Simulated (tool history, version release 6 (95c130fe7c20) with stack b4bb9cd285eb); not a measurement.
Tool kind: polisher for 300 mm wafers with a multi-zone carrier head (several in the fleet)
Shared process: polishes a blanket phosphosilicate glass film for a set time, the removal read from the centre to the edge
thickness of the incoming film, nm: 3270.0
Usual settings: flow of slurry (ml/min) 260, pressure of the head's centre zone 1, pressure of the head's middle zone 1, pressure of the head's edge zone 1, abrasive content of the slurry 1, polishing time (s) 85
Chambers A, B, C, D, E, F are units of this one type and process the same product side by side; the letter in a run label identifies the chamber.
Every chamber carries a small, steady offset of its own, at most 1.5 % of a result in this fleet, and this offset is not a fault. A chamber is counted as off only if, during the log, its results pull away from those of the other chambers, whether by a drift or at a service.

run   hour  flow of slurry (ml/min)  pressure of the head's centre zone  pressure of the head's middle zone  pressure of the head's edge zone  abrasive content of the slurry  polishing time (s)  film removed at the wafer's centre (angstrom)  film removed at mid-radius (angstrom)  film removed at the wafer's edge (angstrom)
       0.3  -- chamber B: worn pad replaced by a new one
       2.1  -- chamber A: edge zone pressure recalibrated
       6.2  -- chamber F: slurry nozzle cleaned
 1B    7.4                      260                                   1                                   1                                 1                               1                  85                                         4634.7                                   4614                                       4556.1
 2A   14.3                      260                                   1                                   1                                 1                               1                  85                                         4692.1                                 4695.3                                       4615.7
 3F   19.5                      260                                   1                                   1                                 1                               1                  85                                         4675.6                                 4570.7                                       4693.9
      22.9  -- chamber F: edge zone pressure recalibrated
      25.1  -- chamber F: centre zone pressure recalibrated
 4D   26.3                      260                                   1                                   1                                 1                               1                  85                                         4649.4                                   4624                                       4700.8
 5C   32.9                      260                                   1                                   1                                 1                               1                  85                                         4685.9                                 4636.6                                       4683.4
 6E   38.9                      260                                   1                                   1                                 1                               1                  85                                         4567.9                                 4605.2                                       4671.2
      41.8  -- chamber A: worn pad replaced by a new one
 7E   42.9                      260                                   1                                   1                                 1                               1                  85                                         4554.1                                 4521.1                                       4604.2
 8C   46.9                      260                                   1                                   1                                 1                               1                  85                                         4785.4                                 4676.8                                       4580.8
 9A     51                      260                                   1                                   1                                 1                             1.1                 110                                         6278.1                                 6341.6                                       6198.4
10B   56.1                      260                                   1                                   1                                 1                             1.1                 110                                         6187.2                                 6325.6                                       6169.2
11D   61.1                      260                                   1                                   1                                 1                             1.1                 110                                         6194.6                                 6112.4                                       6259.3
      64.8  -- chamber B: worn pad replaced by a new one
12F   66.6                      260                                   1                                   1                                 1                             1.1                 110                                         6318.8                                 6128.2                                       6408.3
13F   72.1                      260                                   1                                   1                                 1                             1.1                 110                                         6079.4                                 6205.9                                       6311.3
14C   79.6                      260                                   1                                   1                                 1                             1.1                 110                                         6267.4                                 6224.5                                       6327.2
      82.9  -- chamber F: worn pad replaced by a new one
      83.1  -- chamber E: worn pad replaced by a new one
15B   84.6                      260                                   1                                   1                                 1                               1                  85                                           4611                                 4603.8                                       4647.8
16D   91.6                      260                                   1                                   1                                 1                               1                  85                                         4527.6                                 4557.9                                       4708.3
17E   96.7                      260                                   1                                   1                                 1                               1                  85                                         4588.5                                 4549.2                                       4707.1
18A  100.6                      260                                   1                                   1                                 1                               1                  85                                         4731.4                                 4628.4                                         4614
19A  107.5                      260                                   1                                   1                                 1                               1                  85                                         4659.5                                 4654.8                                       4659.8
20B  111.4                      260                                   1                                   1                                 1                               1                  85                                         4612.8                                 4677.8                                       4548.1
21D    119                      260                                   1                                   1                                 1                               1                  85                                         4650.8                                 4686.4                                         4613
     120.1  -- chamber B: centre zone pressure recalibrated
22C  123.6                      260                                   1                                   1                                 1                               1                  85                                         4660.9                                 4650.8                                       4674.6
     124.9  -- chamber A: worn pad replaced by a new one
23E    130                      260                                   1                                   1                                 1                               1                  85                                         4586.3                                 4608.4                                       4647.2
24F  136.7                      260                                   1                                   1                                 1                               1                  85                                         4593.1                                 4642.7                                       4683.3
     141.6  -- chamber D: worn pad replaced by a new one
     142.3  -- chamber B: worn pad replaced by a new one
25F  144.3                      260                                   1                                   1                                 1                               1                  85                                         4643.9                                   4560                                         4727
26D  150.9                      260                                   1                                   1                                 1                               1                  85                                           4590                                 4715.4                                       4694.4
27C  154.8                      260                                   1                                0.96                                 1                               1                 111                                         6054.2                                 5843.7                                       6030.4
     158.8  -- chamber A: slurry nozzle cleaned
28A  162.1                      260                                   1                                0.96                                 1                               1                 111                                         6184.5                                 5842.8                                       5897.8
     164.6  -- chamber C: slurry nozzle cleaned
29E  168.5                      260                                   1                                0.96                                 1                               1                 111                                         6033.7                                 5699.5                                       6090.3
30B  174.9                      260                                   1                                0.96                                 1                               1                 111                                         5370.5                                 5881.3                                       6011.9
31C  180.5                      260                                   1                                0.96                                 1                               1                 111                                         6007.5                                 5818.6                                       6144.2
     180.9  -- chamber C: centre zone pressure recalibrated
32A  185.5                      260                                   1                                0.96                                 1                               1                 111                                         6101.7                                 5952.2                                       6122.3
       187  -- chamber C: worn pad replaced by a new one
33F  191.9                      300                                   1                                0.94                                 1                               1                  85                                         4639.3                                   4436                                       4712.1
     192.5  -- chamber E: worn pad replaced by a new one
34E    197                      300                                   1                                0.94                                 1                               1                  85                                         4702.5                                 4355.7                                       4805.9
35D  200.5                      300                                   1                                0.94                                 1                               1                  85                                         4693.9                                 4412.8                                       4694.4
36B  204.1                      300                                   1                                0.94                                 1                               1                  85                                         4085.3                                 4520.5                                       4601.6
37E  210.4                      300                                   1                                0.94                                 1                               1                  85                                         4658.6                                 4407.3                                       4645.4
38D  215.5                      300                                   1                                0.94                                 1                               1                  85                                         4549.5                                 4371.6                                       4732.8
     218.2  -- chamber B: worn pad replaced by a new one
39B  220.2                      260                                   1                                   1                                 1                               1                  85                                         4056.3                                 4587.6                                       4505.5
40C  224.8                      260                                1.07                                   1                                 1                               1                  98                                         5781.3                                 5345.1                                       5341.7

Decide between three cases: one chamber stands off from its peers, the gauge reading all wafers drifts, or nothing is wrong past each chamber's small offset. Where a chamber is off, say which and what most likely put it there.

After it was serviced, chamber B no longer matches the other chambers.
Cause: centre zone's pressure below its setpoint, % = 11.3.

Below are 4 candidate recipes for chamber B's next run, each the usual settings with a change, their results shown as question marks. Which of them brings B's results back in line with what the other chambers give on the usual settings?
In line here means within this much of the mean the other chambers give on the usual settings: film removed at the wafer's centre (angstrom) 160; film removed at mid-radius (angstrom) 140; film removed at the wafer's edge (angstrom) 180
41B-1  230.5                      265                                1.05                                0.98                              0.99                               1                  86                                              ?                                      ?                                            ?
41B-2  230.5                      255                                0.95                                1.02                              1.01                               1                  84                                              ?                                      ?                                            ?
41B-3  230.5                      265                                 1.1                                0.97                              0.98                               1                  87                                              ?                                      ?                                            ?
41B-4  230.5                      255                                 0.9                                1.03                              1.02                               1                  83                                              ?                                      ?                                            ?

The mean the other chambers reach with the usual settings: film removed at the wafer's centre (angstrom) 4623.2; film removed at mid-radius (angstrom) 4628.2; film removed at the wafer's edge (angstrom) 4638.9
  run  film removed at the wafer's centre (angstrom)  film removed at mid-radius (angstrom)  film removed at the wafer's edge (angstrom)
41B-1                                         4320.2                                 4629.7                                       4561.7
41B-2                                         3758.1                                 4669.9                                       4484.8
41B-3                                         4599.9                                 4639.2                                       4590.9
41B-4                                         3495.4                                 4656.5                                       4453.9
41B-3 puts the chamber back in line with the other chambers.
